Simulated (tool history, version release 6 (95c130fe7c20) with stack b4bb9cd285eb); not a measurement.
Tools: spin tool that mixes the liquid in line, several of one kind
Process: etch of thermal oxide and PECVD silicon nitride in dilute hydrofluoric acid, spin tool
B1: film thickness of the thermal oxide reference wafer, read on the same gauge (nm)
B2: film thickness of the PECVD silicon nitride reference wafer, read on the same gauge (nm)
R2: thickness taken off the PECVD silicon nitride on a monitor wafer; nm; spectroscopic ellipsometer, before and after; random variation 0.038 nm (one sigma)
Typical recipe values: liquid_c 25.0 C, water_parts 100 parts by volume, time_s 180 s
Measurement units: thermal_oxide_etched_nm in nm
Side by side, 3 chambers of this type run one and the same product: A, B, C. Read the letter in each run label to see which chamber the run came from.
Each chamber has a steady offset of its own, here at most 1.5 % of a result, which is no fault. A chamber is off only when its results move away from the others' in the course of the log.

Run 1C, hour 11.9: usual settings; B1 39.997; B2 39.998. Result: thermal_oxide_etched_nm 9.4509 nm, R2 3.2414 nm.
Run 2B, hour 20.4: usual settings; B1 39.989; B2 39.975. Result: thermal_oxide_etched_nm 9.4559 nm, R2 3.2801 nm.
Run 3A, hour 31.2: usual settings; B1 40.007; B2 40.011. Result: thermal_oxide_etched_nm 9.5071 nm, R2 3.2483 nm.
Run 4C, hour 41.6: usual settings; B1 40.001; B2 40.002. Result: thermal_oxide_etched_nm 9.3315 nm, R2 3.2172 nm.
Run 5A, hour 50.7: usual settings; B1 39.969; B2 39.997. Result: thermal_oxide_etched_nm 9.4370 nm, R2 3.3086 nm.
Run 6B, hour 60.4: usual settings; B1 40.010; B2 40.033. Result: thermal_oxide_etched_nm 9.3659 nm, R2 3.2046 nm.
Run 7A, hour 67.7: usual settings; B1 40.025; B2 40.001. Result: thermal_oxide_etched_nm 9.4669 nm, R2 3.3174 nm.
Run 8C, hour 76.5: usual settings; B1 39.988; B2 40.000. Result: thermal_oxide_etched_nm 9.3207 nm, R2 3.2599 nm.
Run 9B, hour 88.3: usual settings; B1 40.023; B2 40.011. Result: thermal_oxide_etched_nm 9.5082 nm, R2 3.3425 nm.
Run 10C, hour 99.4: usual settings but time_s 105 s; B1 40.015; B2 39.987. Result: thermal_oxide_etched_nm 5.4733 nm, R2 1.9363 nm.
Run 11A, hour 107.5: usual settings but time_s 105 s; B1 40.006; B2 39.995. Result: thermal_oxide_etched_nm 5.5129 nm, R2 1.8986 nm.
Run 12B, hour 118.4: usual settings but time_s 105 s; B1 40.019; B2 39.979. Result: thermal_oxide_etched_nm 5.4979 nm, R2 1.9536 nm.
Run 13A, hour 130.7: usual settings but water_parts 140 parts by volume; B1 39.994; B2 40.010. Result: thermal_oxide_etched_nm 6.4936 nm, R2 2.3483 nm.
Run 14C, hour 137.1: usual settings but water_parts 140 parts by volume; B1 39.988; B2 40.014. Result: thermal_oxide_etched_nm 6.3280 nm, R2 2.2796 nm.
At hour 138.1: chamber B: thermometer replaced.
Run 15B, hour 149.2: usual settings but water_parts 140 parts by volume; B1 40.003; B2 40.002. Result: thermal_oxide_etched_nm 6.4255 nm, R2 2.3623 nm.
Run 16C, hour 156.8: usual settings; B1 39.981; B2 39.993. Result: thermal_oxide_etched_nm 9.3653 nm, R2 3.2883 nm.
Run 17A, hour 162.6: usual settings; B1 39.992; B2 40.010. Result: thermal_oxide_etched_nm 9.4734 nm, R2 3.3064 nm.
Run 18B, hour 171.0: usual settings; B1 39.983; B2 40.005. Result: thermal_oxide_etched_nm 9.4076 nm, R2 3.2915 nm.
Run 19B, hour 180.2: usual settings; B1 39.999; B2 40.023. Result: thermal_oxide_etched_nm 9.4493 nm, R2 3.2172 nm.
Run 20C, hour 186.5: usual settings; B1 39.994; B2 40.011. Result: thermal_oxide_etched_nm 9.3595 nm, R2 3.2609 nm.
Run 21A, hour 198.2: usual settings; B1 39.975; B2 40.007. Result: thermal_oxide_etched_nm 9.4739 nm, R2 3.2770 nm.
Run 22C, hour 208.9: usual settings but liquid_c 20.5 C, water_parts 140 parts by volume; B1 40.008; B2 39.995. Result: thermal_oxide_etched_nm 5.3328 nm, R2 1.7203 nm.
Run 23B, hour 216.7: usual settings but liquid_c 20.5 C, water_parts 140 parts by volume; B1 39.977; B2 40.007. Result: thermal_oxide_etched_nm 5.3842 nm, R2 1.7611 nm.
Run 24A, hour 229.2: usual settings but liquid_c 20.5 C, water_parts 140 parts by volume; B1 40.014; B2 39.966. Result: thermal_oxide_etched_nm 5.4217 nm, R2 1.7651 nm.
Run 25C, hour 237.9: usual settings; B1 40.011; B2 40.014. Result: thermal_oxide_etched_nm 9.3828 nm, R2 3.1887 nm.
Run 26B, hour 246.7: usual settings; B1 39.998; B2 39.993. Result: thermal_oxide_etched_nm 9.4284 nm, R2 3.2961 nm.
At hour 248.0: chamber C: hydrofluoric acid flow meter replaced.
Run 27A, hour 255.4: usual settings; B1 40.017; B2 39.977. Result: thermal_oxide_etched_nm 9.5014 nm, R2 3.2762 nm.
At hour 261.1: chamber B: hydrofluoric acid flow meter replaced.
Run 28C, hour 266.9: usual settings but water_parts 55 parts by volume, time_s 85 s; B1 40.022; B2 40.014. Result: thermal_oxide_etched_nm 8.6440 nm, R2 2.7725 nm.
Run 29A, hour 273.1: usual settings but water_parts 55 parts by volume, time_s 85 s; B1 39.980; B2 40.025. Result: thermal_oxide_etched_nm 8.5184 nm, R2 2.7411 nm.
Run 30B, hour 281.7: usual settings but water_parts 55 parts by volume, time_s 85 s; B1 39.991; B2 39.995. Result: thermal_oxide_etched_nm 8.4442 nm, R2 2.7348 nm.
Run 31A, hour 289.4: usual settings; B1 39.987; B2 39.998. Result: thermal_oxide_etched_nm 9.4628 nm, R2 3.2550 nm.
Run 32C, hour 300.6: usual settings; B1 40.009; B2 40.013. Result: thermal_oxide_etched_nm 9.3776 nm, R2 3.1744 nm.
Run 33B, hour 306.8: usual settings but time_s 225 s; B1 39.996; B2 39.987. Result: thermal_oxide_etched_nm 11.7280 nm, R2 4.0746 nm.
Run 34B, hour 317.0: usual settings but time_s 225 s; B1 39.997; B2 39.985. Result: thermal_oxide_etched_nm 11.7370 nm, R2 3.9846 nm.
Run 35A, hour 322.7: usual settings but time_s 225 s; B1 39.994; B2 39.983. Result: thermal_oxide_etched_nm 11.7420 nm, R2 4.1171 nm.
Run 36C, hour 331.7: usual settings; B1 40.011; B2 40.019. Result: thermal_oxide_etched_nm 9.3940 nm, R2 3.2403 nm.
Run 37A, hour 342.2: usual settings; B1 39.988; B2 39.993. Result: thermal_oxide_etched_nm 9.5053 nm, R2 3.3385 nm.
Run 38B, hour 348.6: usual settings; B1 39.996; B2 40.006. Result: thermal_oxide_etched_nm 9.4710 nm, R2 3.2471 nm.
Run 39C, hour 360.0: usual settings; B1 40.012; B2 39.992. Result: thermal_oxide_etched_nm 9.3394 nm, R2 3.2061 nm.
Run 40B, hour 372.3: usual settings; B1 39.964; B2 39.994. Result: thermal_oxide_etched_nm 9.4017 nm, R2 3.2464 nm.
Run 41C, hour 381.1: usual settings; B1 40.005; B2 40.008. Result: thermal_oxide_etched_nm 9.3026 nm, R2 3.2204 nm.
Run 42A, hour 393.5: usual settings; B1 39.980; B2 39.978. Result: thermal_oxide_etched_nm 9.5298 nm, R2 3.2591 nm.
Run 43B, hour 404.1: usual settings but time_s 140 s; B1 40.012; B2 40.026. Result: thermal_oxide_etched_nm 7.3111 nm, R2 2.5833 nm.

What goes on in this fleet: one chamber off, a drifting gauge, or nothing beyond the chambers' own small offsets? Name the chamber and the cause, if any.

No chamber stands off beyond its own small offset, and the gauge holds steady.
